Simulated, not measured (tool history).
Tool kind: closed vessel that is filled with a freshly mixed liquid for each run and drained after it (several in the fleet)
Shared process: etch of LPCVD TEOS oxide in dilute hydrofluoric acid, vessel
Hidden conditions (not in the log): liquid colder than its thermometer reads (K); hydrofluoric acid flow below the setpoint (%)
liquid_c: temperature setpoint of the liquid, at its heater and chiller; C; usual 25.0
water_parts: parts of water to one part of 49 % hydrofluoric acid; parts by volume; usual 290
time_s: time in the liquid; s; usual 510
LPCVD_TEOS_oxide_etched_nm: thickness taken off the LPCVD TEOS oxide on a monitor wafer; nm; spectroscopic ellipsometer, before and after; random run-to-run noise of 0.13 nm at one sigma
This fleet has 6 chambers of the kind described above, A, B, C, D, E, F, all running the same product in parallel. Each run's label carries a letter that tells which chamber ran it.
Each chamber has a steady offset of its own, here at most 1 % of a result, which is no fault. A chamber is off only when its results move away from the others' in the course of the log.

run	day	liquid_c	water_parts	time_s	hours since the thermometer was replaced	hours since the hydrofluoric acid flow meter was replaced	read-back film thickness of the LPCVD TEOS oxide reference wafer, read on the same gauge (nm)	LPCVD_TEOS_oxide_etched_nm
1D	0.308	25.0	290	510	1145.0	849.1	149.98	24.751
2A	0.575	25.0	290	510	35.7	206.7	149.99	24.958
3C	0.833	25.0	290	510	1537.3	493.5	149.99	25.122
4E	1.117	25.0	290	510	1821.4	461.8	150.00	24.573
5F	1.438	25.0	290	510	1225.4	560.5	150.00	24.796
6B	1.708	25.0	290	510	1432.1	337.4	150.01	25.110
7D	2.046	25.0	290	510	1186.7	890.8	150.01	24.614
8F	2.204	25.0	290	510	1243.8	578.9	149.97	24.870
9E	2.533	25.0	290	510	1855.4	495.8	149.96	24.750
10C	2.838	25.0	290	510	1585.4	541.6	150.02	25.110
11B	3.129	20.5	290	510	1466.2	371.5	149.99	21.247
12A	3.292	20.5	290	510	100.9	271.9	150.03	21.062
# day 3.504: chamber D: thermometer replaced
13C	3.517	20.5	290	510	1601.7	557.9	150.06	21.278
14D	3.675	20.5	290	510	4.2	929.9	150.03	21.143
# day 3.879: chamber B: thermometer replaced
15E	3.879	20.5	290	510	1887.7	528.1	149.95	20.989
16A	4.200	20.5	290	510	122.7	293.7	150.03	21.251
17F	4.388	25.0	290	510	1296.2	631.3	149.99	24.579
18B	4.650	25.0	290	510	18.6	408.0	150.02	24.508
19D	4.883	25.0	290	510	33.2	958.9	150.04	25.043
20A	5.058	25.0	290	600	143.3	314.3	150.00	29.529
21C	5.321	25.0	290	600	1645.0	601.2	149.95	29.496
22B	5.496	25.0	290	600	38.9	428.3	150.01	28.606
23F	5.792	25.0	290	600	1329.9	665.0	149.98	29.404
24E	6.038	25.0	290	600	1939.5	579.9	149.95	29.030
25A	6.317	25.0	290	600	173.5	344.5	149.97	29.462
26D	6.521	25.0	290	510	72.5	998.2	150.00	24.643
27C	6.796	25.0	290	510	1680.4	636.6	150.02	25.068
28F	6.971	25.0	415	510	1358.2	693.3	149.98	15.233
29E	7.238	25.0	415	510	1968.3	608.7	149.99	15.306
30B	7.454	25.0	415	510	85.9	475.3	150.00	14.813
31D	7.750	25.0	415	510	102.0	1027.7	150.00	15.262
32B	7.946	25.0	415	510	97.7	487.1	150.02	14.780
33F	8.208	25.0	415	510	1387.9	723.0	149.98	15.372
34A	8.400	25.0	290	510	223.5	394.5	150.01	25.022
35C	8.658	25.0	290	510	1725.1	681.3	150.06	25.072
36E	8.942	25.0	290	510	2009.2	649.6	149.97	24.686
37B	9.242	21.5	290	235	128.8	518.2	149.99	9.568
38E	9.429	21.5	290	235	2020.9	661.3	149.99	10.066

All chambers now run identical settings, listed one chamber a line with results as question marks. What results will each chamber show?
39A	9.671	29.5	290	510				?
39B	9.671	29.5	290	510				?
39C	9.671	29.5	290	510				?
39D	9.671	29.5	290	510				?
39E	9.671	29.5	290	510				?
39F	9.671	29.5	290	510				?

run	LPCVD_TEOS_oxide_etched_nm
39A	29.239
39B	26.969
39C	29.301
39D	28.811
39E	28.802
39F	28.985
